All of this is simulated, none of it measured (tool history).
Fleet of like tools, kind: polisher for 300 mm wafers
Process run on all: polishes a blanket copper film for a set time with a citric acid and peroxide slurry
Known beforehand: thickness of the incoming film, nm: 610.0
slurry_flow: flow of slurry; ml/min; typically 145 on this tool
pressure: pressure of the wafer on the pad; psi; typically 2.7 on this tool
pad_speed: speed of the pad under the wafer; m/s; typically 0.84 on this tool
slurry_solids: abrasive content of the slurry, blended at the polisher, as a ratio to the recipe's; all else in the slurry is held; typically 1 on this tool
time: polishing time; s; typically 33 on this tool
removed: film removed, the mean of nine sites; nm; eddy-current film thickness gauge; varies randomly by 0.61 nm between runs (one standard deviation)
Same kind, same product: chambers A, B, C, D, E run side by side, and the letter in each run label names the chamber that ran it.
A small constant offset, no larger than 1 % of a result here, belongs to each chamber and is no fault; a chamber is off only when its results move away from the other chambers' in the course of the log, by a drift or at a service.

run   hour  slurry_flow  pressure  pad_speed  slurry_solids  time  wafers polished on this pad  hours since the slurry nozzle was cleaned  hours since the head pressure was calibrated  hours since the slurry blender was calibrated  removed
       8.2  -- chamber D: slurry nozzle cleaned
 1B   14.3          145       2.7       0.84              1    33                          365                                      560.5                                         556.6                                           20.5   63.334
      15.1  -- chamber A: worn pad replaced by a new one
      17.5  -- chamber C: slurry blender recalibrated
 2D   28.5          145       2.7       0.84              1    33                          501                                       20.3                                         304.2                                          110.4   63.516
 3C   36.3          145       2.7       0.84              1    33                          753                                      633.8                                         726.5                                           18.9   62.985
      42.5  -- chamber A: head pressure recalibrated
 4E   43.5          145       2.7       0.84              1    33                          959                                      418.1                                         354.4                                          102.2   63.004
 5A   52.4          145       2.7       0.84              1    33                          467                                      314.3                                          10.0                                          233.8   62.934
      59.0  -- chamber E: worn pad replaced by a new one
 6B   64.4          145       2.7       0.84              1    33                          993                                      610.6                                         606.7                                           70.6   62.411
      67.7  -- chamber E: slurry blender recalibrated
      69.5  -- chamber C: worn pad replaced by a new one
      70.6  -- chamber E: slurry nozzle cleaned
 7D   73.3          145       2.7       0.84              1    33                         1062                                       65.1                                         349.0                                          155.2   63.750
      75.2  -- chamber B: worn pad replaced by a new one
      77.9  -- chamber C: slurry nozzle cleaned
 8E   89.1          145       2.7       0.84              1    33                          378                                       18.6                                         400.0                                           21.5   63.460
      91.7  -- chamber A: worn pad replaced by a new one
      93.1  -- chamber D: worn pad replaced by a new one
 9A  102.7          145       2.7       0.84              1    33                          138                                      364.6                                          60.3                                          284.1   65.110
10C  115.9          145       2.7       0.84              1    33                          582                                       38.0                                         806.1                                           98.5   63.109
     128.9  -- chamber A: slurry blender recalibrated
11E  130.8          145       2.7       0.84              1    33                          900                                       60.3                                         441.7                                           63.2   64.135
     134.1  -- chamber A: slurry nozzle cleaned
     137.7  -- chamber C: slurry blender recalibrated
12A  138.7          145       2.7       0.98              1    33                          589                                        4.7                                          96.3                                            9.9   74.285
     145.7  -- chamber C: worn pad replaced by a new one
     153.1  -- chamber E: worn pad replaced by a new one
13D  154.5          145       2.7       0.98              1    33                          769                                      146.3                                         430.2                                          236.4   73.597
14B  165.0          145       2.7       0.98              1    33                         1126                                      711.2                                         707.3                                          171.2   73.363
     173.6  -- chamber B: worn pad replaced by a new one
     177.4  -- chamber A: worn pad replaced by a new one
15C  179.2          145       2.7       0.98              1    33                          420                                      101.3                                         869.4                                           41.5   71.602
     191.1  -- chamber D: slurry blender recalibrated
16B  195.1          145       2.7       0.98              1    33                          269                                      741.3                                         737.4                                          201.3   73.864
17E  204.9          145       2.7       0.84              1    33                          649                                      134.4                                         515.8                                          137.3   63.674
18D  217.2          145       2.7       0.84              1    33                         1555                                      209.0                                         492.9                                           26.1   62.953
     219.6  -- chamber E: slurry blender recalibrated
19A  224.4          145       2.7       0.84              1    33                          589                                       90.4                                         182.0                                           95.6   63.438
     228.3  -- chamber D: worn pad replaced by a new one
     230.2  -- chamber E: worn pad replaced by a new one
20C  237.7          145       2.7       0.84              1    33                         1153                                      159.8                                         927.9                                          100.0   63.429
     238.2  -- chamber C: worn pad replaced by a new one
     248.6  -- chamber C: slurry blender recalibrated
21B  251.5          145       2.7       0.84              1    33                          976                                      797.7                                         793.8                                          257.7   63.200
     263.8  -- chamber B: worn pad replaced by a new one
22A  265.6          105       3.3       0.84              1    33                         1105                                      131.6                                         223.2                                          136.8   71.018
     268.0  -- chamber A: worn pad replaced by a new one
23D  275.3          105       3.3       0.84              1    33                          589                                      267.1                                         551.0                                           84.2   70.153
24E  283.4          105       3.3       0.84              1    33                          666                                      212.9                                         594.3                                           63.9   71.803
25C  294.3          105       3.3       0.84              1    33                          703                                      216.4                                         984.5                                           45.8   71.815
     299.6  -- chamber D: slurry nozzle cleaned
26E  309.8          105       3.3       0.84              1    33                          997                                      239.3                                         620.7                                           90.3   72.001
27D  322.8          145       2.7       0.84              1    33                         1184                                       23.3                                         598.5                                          131.7   61.324
     327.4  -- chamber E: worn pad replaced by a new one
     330.9  -- chamber C: worn pad replaced by a new one
28C  331.4          145       2.7       0.84              1    33                            6                                      253.5                                        1021.6                                           82.9   62.667
     342.2  -- chamber A: worn pad replaced by a new one
29A  345.3          145       2.7       0.84              1    33                           39                                      211.3                                         302.9                                          216.5   63.290
     350.5  -- chamber B: worn pad replaced by a new one
     351.9  -- chamber D: worn pad replaced by a new one
30B  358.7          145       2.7       0.84              1    33                          103                                      904.9                                         901.0                                          364.9   64.109
31D  365.8          145       2.7       0.84              1    33                          175                                       66.3                                         641.5                                          174.7   61.011
     370.3  -- chamber A: slurry blender recalibrated
     375.3  -- chamber C: slurry blender recalibrated
     376.8  -- chamber E: slurry blender recalibrated
32C  379.6          145       2.7       1.04              1    37                          610                                      301.7                                        1069.8                                            4.3   86.311
33B  389.6          145       2.7       1.04              1    37                          490                                      935.8                                         931.9                                          395.8   88.035
34A  398.2          145       2.7       1.04              1    37                          701                                      264.2                                         355.8                                           28.0   86.841
35E  406.2          145       2.7       1.04              1    37                          987                                      335.7                                         717.1                                           29.4   85.586
     410.4  -- chamber B: slurry blender recalibrated
36B  418.4          145       2.7       1.04              1    37                          851                                      964.6                                         960.7                                            8.0   87.268
     428.3  -- chamber A: worn pad replaced by a new one
37A  432.3          145       2.7       0.84              1    33                           50                                      298.3                                         389.9                                           62.1   63.610

Does one chamber stand apart from the rest, does the shared gauge drift, or is all well apart from small per-chamber offsets? Give the chamber and the most likely cause, where there is one.

Chamber D drifts away from the others.
Cause: head's pressure below its setpoint, % = 5.6.

Below are 4 candidate recipes for chamber D's next run, each the usual settings with a change, their results shown as question marks. Which of them brings D's results back in line with what the other chambers give on the usual settings?
Counts as in line when no further than this from what the other chambers average on the usual settings: removed 2.100 nm
38D-1  443.7          145       2.7       0.82              1    32                                                                                                                                                                             ?
38D-2  443.7          145       2.7       0.80              1    31                                                                                                                                                                             ?
38D-3  443.7          145       2.8       0.88              1    34                                                                                                                                                                             ?
38D-4  443.7          145       2.7       0.86              1    34                                                                                                                                                                             ?

Average result of the remaining chambers running the usual settings: removed 63.160 nm
  run  removed
38D-1   56.754
38D-2   53.674
38D-3   66.952
38D-4   63.168
It is 38D-4 that realigns the chamber with its peers.
